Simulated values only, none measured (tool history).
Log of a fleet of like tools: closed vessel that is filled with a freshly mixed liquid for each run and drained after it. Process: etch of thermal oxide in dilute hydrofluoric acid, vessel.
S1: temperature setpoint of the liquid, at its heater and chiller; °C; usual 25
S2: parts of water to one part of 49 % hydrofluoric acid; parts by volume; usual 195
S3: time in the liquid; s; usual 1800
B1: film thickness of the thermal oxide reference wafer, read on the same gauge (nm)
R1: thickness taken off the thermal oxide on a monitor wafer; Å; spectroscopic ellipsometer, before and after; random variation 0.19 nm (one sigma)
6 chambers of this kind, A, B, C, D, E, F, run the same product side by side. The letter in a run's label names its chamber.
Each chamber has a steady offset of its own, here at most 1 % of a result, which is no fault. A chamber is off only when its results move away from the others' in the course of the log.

run	hour	S1	S2	S3	B1	R1
1D	6.4	25	195	1800	59.995	404.95
2C	12.9	25	195	1800	60.036	403.83
3F	24	25	195	1800	60.013	406.75
4A	32.5	25	195	1800	59.975	399.67
5E	38.6	25	195	1800	60.022	402.19
6B	46.5	22.5	195	1800	59.978	361.59
7F	60	22.5	195	1800	59.977	364.69
8E	66.1	22.5	195	1800	59.994	370.11
9B	72.5	22.5	195	1800	60.009	360.26
10C	82.4	22.5	195	1800	60.003	370.23
# hour 92.4: chamber D: hydrofluoric acid flow meter replaced
11D	92.9	22.5	195	1800	60.011	363.69
12A	103	25	195	1800	60.008	396
13B	113.3	25	195	1800	59.99	395.58
14C	126.4	21.5	195	2615	60.015	515.31
15D	133.3	21.5	195	2615	59.983	506.54
16A	140.9	21.5	195	2615	59.985	507.42
17E	152.6	21.5	195	2615	59.995	505.05
18F	158.9	21.5	195	2615	59.98	515.4
19F	171.8	21.5	195	2615	60.001	516.52
20D	183.9	25	195	1800	59.988	401.84
# hour 186.7: chamber A: thermometer replaced
21C	192.2	25	195	1800	59.991	404.69
22A	201.4	25	195	1800	60.027	403.16
23E	211.2	25	195	1800	60.008	387.77
24B	223.4	25	195	1800	59.993	397.86
25C	234	25	195	1800	60.009	405.26
26A	245.1	25	195	1800	60.015	398.78
27D	254.2	25	195	1800	59.968	399.09
28F	266.4	25	195	1800	59.993	405.91
# hour 271.4: chamber C: hydrofluoric acid flow meter replaced
29E	277.1	25	195	1800	59.998	379.89
30B	283.1	25	195	1800	60.038	399.52
# hour 285.7: chamber F: hydrofluoric acid flow meter replaced
31A	295.9	25	195	1800	60.008	398.13
32E	302.1	28.5	195	1265	59.996	304.69
33D	313.3	28.5	195	1265	59.993	319.55
34F	321.9	28.5	195	1265	60.014	322.18
35B	332.6	28.5	195	1265	60.014	314.37
36C	339.2	28.5	195	1265	60.024	316.48
37C	348.8	28.5	195	1265	60.005	320.14
38E	354.8	25	195	1800	59.996	373.87

All 6 chambers run these settings next. Forecast each chamber's results:
39A	364.7	25	245	1800		?
39B	364.7	25	245	1800		?
39C	364.7	25	245	1800		?
39D	364.7	25	245	1800		?
39E	364.7	25	245	1800		?
39F	364.7	25	245	1800		?

run	R1
39A	301.06
39B	301.96
39C	303.78
39D	302.2
39E	282.7
39F	305.35
